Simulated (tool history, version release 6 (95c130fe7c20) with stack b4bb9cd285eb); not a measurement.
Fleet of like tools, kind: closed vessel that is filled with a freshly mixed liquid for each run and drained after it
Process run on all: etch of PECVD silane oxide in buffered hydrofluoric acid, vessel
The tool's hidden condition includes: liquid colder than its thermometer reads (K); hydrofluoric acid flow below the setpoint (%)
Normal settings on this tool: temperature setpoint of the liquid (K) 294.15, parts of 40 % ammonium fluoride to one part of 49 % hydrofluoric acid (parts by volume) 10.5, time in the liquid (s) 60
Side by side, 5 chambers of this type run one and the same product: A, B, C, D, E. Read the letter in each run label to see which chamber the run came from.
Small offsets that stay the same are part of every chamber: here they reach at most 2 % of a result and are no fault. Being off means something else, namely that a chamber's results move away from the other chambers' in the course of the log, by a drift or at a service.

run   hour  temperature setpoint of the liquid (K)  parts of 40 % ammonium fluoride to one part of 49 % hydrofluoric acid (parts by volume)  time in the liquid (s)  hours since the thermometer was replaced  hours since the hydrofluoric acid flow meter was replaced  read-back film thickness of the PECVD silane oxide reference wafer, read on the same gauge (nm)  thickness taken off the PECVD silane oxide on a monitor wafer (angstrom)
 1C    6.5                                  294.15                                                                                     10.5                      60                                     620.5                                                      569.5                                                                                           90.002                                                                    1575.3
 2A   14.4                                  294.15                                                                                     10.5                      60                                     623.3                                                      769.2                                                                                           90.000                                                                    1606.9
 3D   19.1                                  294.15                                                                                     10.5                      60                                    1566.8                                                      251.2                                                                                           90.000                                                                    1572.2
 4B   26.2                                  294.15                                                                                     10.5                      60                                     718.2                                                     1160.0                                                                                           90.007                                                                    1592.0
 5E   35.9                                  294.15                                                                                     10.5                      60                                    1475.0                                                     1537.9                                                                                           90.018                                                                    1588.9
 6C   43.2                                  294.15                                                                                     10.5                      60                                     657.2                                                      606.2                                                                                           90.009                                                                    1593.0
 7A   50.5                                  290.15                                                                                     12.0                      60                                     659.4                                                      805.3                                                                                           89.996                                                                    1117.9
 8E   56.4                                  290.15                                                                                     12.0                      60                                    1495.5                                                     1558.4                                                                                           89.986                                                                    1119.3
 9D   64.4                                  290.15                                                                                     12.0                      60                                    1612.1                                                      296.5                                                                                           89.976                                                                    1094.2
10B   73.7                                  290.15                                                                                     12.0                      60                                     765.7                                                     1207.5                                                                                           89.997                                                                    1116.2
11C   81.9                                  290.15                                                                                     12.0                      60                                     695.9                                                      644.9                                                                                           90.006                                                                    1103.9
12A   88.0                                  294.15                                                                                     10.5                      60                                     696.9                                                      842.8                                                                                           90.025                                                                    1583.3
13D   98.6                                  294.15                                                                                     10.5                      60                                    1646.3                                                      330.7                                                                                           90.016                                                                    1572.6
14E  109.4                                  294.15                                                                                     10.5                      60                                    1548.5                                                     1611.4                                                                                           90.000                                                                    1591.1
15B  119.7                                  294.15                                                                                     10.5                      50                                     811.7                                                     1253.5                                                                                           89.984                                                                    1344.6
16B  128.2                                  294.15                                                                                     10.5                      50                                     820.2                                                     1262.0                                                                                           89.980                                                                    1336.4
17A  133.7                                  294.15                                                                                     10.5                      50                                     742.6                                                      888.5                                                                                           89.995                                                                    1305.5
18C  140.3                                  294.15                                                                                     10.5                      50                                     754.3                                                      703.3                                                                                           89.992                                                                    1333.1
19D  147.5                                  294.15                                                                                     10.5                      50                                    1695.2                                                      379.6                                                                                           89.996                                                                    1307.1
20E  156.6                                  294.15                                                                                     10.5                      60                                    1595.7                                                     1658.6                                                                                           89.982                                                                    1584.1
21B  164.6                                  294.15                                                                                     10.5                      60                                     856.6                                                     1298.4                                                                                           90.009                                                                    1587.4
22A  171.0                                  294.15                                                                                     10.5                      60                                     779.9                                                      925.8                                                                                           89.981                                                                    1564.4
23C  179.4                                  294.15                                                                                     10.5                      60                                     793.4                                                      742.4                                                                                           89.988                                                                    1569.5
24E  190.1                                  294.15                                                                                     10.5                      60                                    1629.2                                                     1692.1                                                                                           89.989                                                                    1593.5
25D  199.5                                  294.15                                                                                     10.5                      60                                    1747.2                                                      431.6                                                                                           90.007                                                                    1567.6
26E  208.3                                  294.15                                                                                     10.5                      60                                    1647.4                                                     1710.3                                                                                           90.008                                                                    1582.7
27B  214.9                                  294.15                                                                                     10.5                      60                                     906.9                                                     1348.7                                                                                           90.018                                                                    1603.1
     218.1  -- chamber B: hydrofluoric acid flow meter replaced
28A  225.3                                  294.15                                                                                     10.5                      60                                     834.2                                                      980.1                                                                                           89.999                                                                    1529.5
     227.5  -- chamber D: hydrofluoric acid flow meter replaced
29D  233.3                                  294.15                                                                                     10.5                      60                                    1781.0                                                        5.9                                                                                           90.013                                                                    1577.4
30C  244.0                                  294.15                                                                                     10.5                      60                                     858.0                                                      807.0                                                                                           89.983                                                                    1577.0
31B  250.8                                  294.15                                                                                     10.5                      60                                     942.8                                                       32.8                                                                                           90.010                                                                    1620.7
32A  257.3                                  294.15                                                                                     10.5                      60                                     866.2                                                     1012.1                                                                                           90.009                                                                    1500.8
33C  263.9                                  294.15                                                                                     10.5                      60                                     877.9                                                      826.9                                                                                           90.011                                                                    1601.6
34D  270.2                                  294.15                                                                                     10.5                      60                                    1817.9                                                       42.8                                                                                           89.981                                                                    1568.6
35E  279.7                                  294.15                                                                                     10.5                      60                                    1718.8                                                     1781.7                                                                                           90.001                                                                    1579.0
36B  289.2                                  294.15                                                                                     10.5                      60                                     981.2                                                       71.2                                                                                           90.000                                                                    1606.9
     294.2  -- chamber D: thermometer replaced
37A  299.9                                  294.15                                                                                     10.5                      60                                     908.8                                                     1054.7                                                                                           89.991                                                                    1488.7
38D  305.8                                  299.15                                                                                     12.0                      60                                      11.7                                                       78.4                                                                                           90.008                                                                    1787.5
39E  311.6                                  299.15                                                                                     12.0                      60                                    1750.7                                                     1813.6                                                                                           90.002                                                                    1821.7
40C  320.0                                  299.15                                                                                     12.0                      60                                     934.0                                                      883.0                                                                                           90.000                                                                    1825.4

All chambers now run identical settings, listed one chamber a line with results as question marks. What results will each chamber show?
41A  327.8                                  294.15                                                                                     10.5                      60                                                                                                                                                                                                                                                                               ?
41B  327.8                                  294.15                                                                                     10.5                      60                                                                                                                                                                                                                                                                               ?
41C  327.8                                  294.15                                                                                     10.5                      60                                                                                                                                                                                                                                                                               ?
41D  327.8                                  294.15                                                                                     10.5                      60                                                                                                                                                                                                                                                                               ?
41E  327.8                                  294.15                                                                                     10.5                      60                                                                                                                                                                                                                                                                               ?

run  thickness taken off the PECVD silane oxide on a monitor wafer (angstrom)
41A                                                                    1467.4
41B                                                                    1586.8
41C                                                                    1608.7
41D                                                                    1570.0
41E                                                                    1597.8

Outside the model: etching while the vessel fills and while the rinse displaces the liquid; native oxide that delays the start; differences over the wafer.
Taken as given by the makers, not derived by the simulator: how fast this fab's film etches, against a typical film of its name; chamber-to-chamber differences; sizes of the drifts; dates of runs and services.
